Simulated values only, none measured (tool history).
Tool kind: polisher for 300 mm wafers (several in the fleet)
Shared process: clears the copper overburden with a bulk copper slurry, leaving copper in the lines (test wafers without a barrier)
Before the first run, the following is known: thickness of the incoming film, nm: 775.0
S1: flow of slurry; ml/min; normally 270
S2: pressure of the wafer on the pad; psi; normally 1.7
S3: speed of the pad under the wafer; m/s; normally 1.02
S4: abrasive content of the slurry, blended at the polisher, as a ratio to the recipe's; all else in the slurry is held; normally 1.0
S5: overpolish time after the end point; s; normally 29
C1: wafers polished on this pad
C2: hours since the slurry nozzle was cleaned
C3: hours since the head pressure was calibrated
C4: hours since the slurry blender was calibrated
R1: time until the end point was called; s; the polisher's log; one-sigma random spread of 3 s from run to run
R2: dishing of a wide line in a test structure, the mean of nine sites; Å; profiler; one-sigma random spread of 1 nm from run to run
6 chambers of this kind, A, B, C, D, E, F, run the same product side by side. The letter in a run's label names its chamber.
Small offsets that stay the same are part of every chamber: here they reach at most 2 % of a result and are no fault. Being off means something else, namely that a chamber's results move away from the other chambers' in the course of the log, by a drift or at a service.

run	hour	S1	S2	S3	S4	S5	C1	C2	C3	C4	R1	R2
1E	3.5	270	1.7	1.02	1.0	29	595	388.8	524.5	71.3	156.39	721.69
# hour 5.1: chamber E: worn pad replaced by a new one
# hour 7.4: chamber D: worn pad replaced by a new one
2F	8.3	270	1.7	1.02	1.0	29	584	164.8	271.7	33.9	152.98	709.83
3A	12.3	270	1.7	1.02	1.0	29	981	502.2	315.1	245.3	163.16	700.20
# hour 12.6: chamber D: slurry blender recalibrated
# hour 15.9: chamber B: worn pad replaced by a new one
4C	17.7	270	1.7	1.02	1.0	29	608	85.3	49.9	46.6	157.78	730.87
5D	21.6	270	1.7	1.02	1.0	29	66	182.9	463.2	9.1	152.21	720.72
6B	28.8	270	1.7	1.02	1.0	29	60	70.0	1100.8	373.4	156.19	715.57
7A	35.5	270	1.7	1.02	1.0	29	1089	525.4	338.3	268.5	161.99	698.17
8E	43.1	270	1.7	1.02	1.0	29	176	428.4	564.1	110.9	156.18	718.52
9C	47.8	270	1.7	1.02	1.0	29	748	115.4	80.0	76.7	156.77	723.98
10D	55.7	270	1.7	1.02	1.0	29	224	217.0	497.3	43.2	160.93	715.58
11B	60.3	270	1.7	1.02	1.0	29	206	101.5	1132.3	404.9	156.98	719.66
12F	67.1	270	1.7	0.86	1.2	29	857	223.6	330.5	92.7	178.53	663.60
# hour 72.1: chamber C: worn pad replaced by a new one
# hour 72.9: chamber E: slurry blender recalibrated
13D	74.6	270	1.7	0.86	1.2	29	312	235.9	516.2	62.1	170.69	645.29
14C	78.7	270	1.7	0.86	1.2	29	30	146.3	110.9	107.6	181.64	667.07
15E	86.5	270	1.7	0.86	1.2	29	378	471.8	607.5	13.6	182.03	666.63
# hour 91.2: chamber E: slurry nozzle cleaned
16A	92.4	270	1.7	0.86	1.2	29	1354	582.3	395.2	325.4	173.07	656.41
# hour 95.4: chamber B: head pressure recalibrated
17B	96.8	270	1.7	0.86	1.2	29	376	138.0	1.5	441.4	204.62	600.10
18F	104.6	270	1.7	1.02	1.0	29	1031	261.1	368.0	130.2	166.15	703.23
# hour 105.4: chamber A: worn pad replaced by a new one
19E	108.6	270	1.7	1.02	1.0	29	481	17.4	629.6	35.7	156.26	704.09
# hour 109.4: chamber A: slurry blender recalibrated
# hour 111.5: chamber F: worn pad replaced by a new one
20B	114.2	270	1.7	1.02	1.0	29	457	155.4	18.9	458.8	177.05	647.60
21D	121.6	270	1.7	1.02	1.0	29	531	282.9	563.2	109.1	153.93	726.85
22C	127.8	230	1.7	1.02	1.0	29	259	195.4	160.0	156.7	158.73	722.11
23A	133.5	230	1.7	1.02	1.0	29	130	623.4	436.3	24.1	163.16	705.77
24F	137.4	230	1.7	1.02	1.0	29	120	293.9	400.8	163.0	162.51	709.54
# hour 141.7: chamber D: worn pad replaced by a new one
25D	142.9	230	1.7	1.02	1.0	29	5	304.2	584.5	130.4	156.90	702.63
26F	149.1	230	1.7	1.02	1.0	29	175	305.6	412.5	174.7	164.28	713.10
# hour 152.5: chamber B: slurry blender recalibrated
27A	153.3	230	1.7	1.02	1.0	29	223	643.2	456.1	43.9	164.05	708.49
# hour 153.7: chamber E: worn pad replaced by a new one
28E	159.0	270	1.7	1.02	1.0	29	24	67.8	680.0	86.1	155.49	717.58
29B	164.6	270	1.7	1.02	1.0	29	691	205.8	69.3	12.1	174.19	649.12
# hour 167.8: chamber B: slurry nozzle cleaned
30C	171.5	270	1.7	1.02	1.0	29	462	239.1	203.7	200.4	152.15	711.74
# hour 171.6: chamber D: slurry nozzle cleaned
31D	178.5	270	1.7	1.02	1.0	29	171	7.0	620.1	166.0	156.70	709.65
32F	185.8	270	1.7	1.02	1.0	29	346	342.3	449.2	211.4	161.41	712.34
# hour 188.1: chamber A: slurry nozzle cleaned
33E	191.6	270	1.7	1.02	1.0	29	176	100.4	712.6	118.7	154.65	712.59
34B	196.7	270	1.7	1.02	1.0	29	841	28.9	101.4	44.2	177.12	668.26
35C	200.7	270	1.7	1.02	1.0	29	598	268.3	232.9	229.6	157.23	737.02
36A	204.9	270	1.7	1.02	1.0	29	463	16.9	507.7	95.5	157.58	712.24
37D	211.0	315	2.0	1.02	1.0	29	322	39.5	652.6	198.5	129.28	795.68
38A	218.2	315	2.0	1.02	1.0	29	524	30.2	521.0	108.8	131.84	795.04

Read the log: is a single chamber off, either drifting away or since a service, is the gauge that measures every chamber drifting, or is nothing wrong beyond small per-chamber offsets? Name any odd chamber and what most likely caused it.

A service left chamber B off against the others.
What lies behind it: head's pressure below its setpoint, % = 11.8.

Here are 4 candidates for chamber B's next run, each the usual settings with a change, their results left as question marks. Which one brings its results back in line with what the others give on the usual settings?
To be in line, a result may differ from the other chambers' mean on the usual settings by at most: R1 10.00 s; R2 36.00 Å
39B-1	223.8	270	1.6	0.96	1.0	29					?	?
39B-2	223.8	275	1.9	1.14	1.0	29					?	?
39B-3	223.8	265	1.5	0.90	1.0	29					?	?
39B-4	223.8	270	1.8	1.08	1.0	29					?	?

The mean the other chambers reach with the usual settings: R1 157.46 s; R2 714.36 Å
run	R1	R2
39B-1	200.02	608.02
39B-2	141.54	768.46
39B-3	228.04	552.85
39B-4	158.01	715.40
39B-4 is the one that brings the chamber's results back in line with the other chambers.

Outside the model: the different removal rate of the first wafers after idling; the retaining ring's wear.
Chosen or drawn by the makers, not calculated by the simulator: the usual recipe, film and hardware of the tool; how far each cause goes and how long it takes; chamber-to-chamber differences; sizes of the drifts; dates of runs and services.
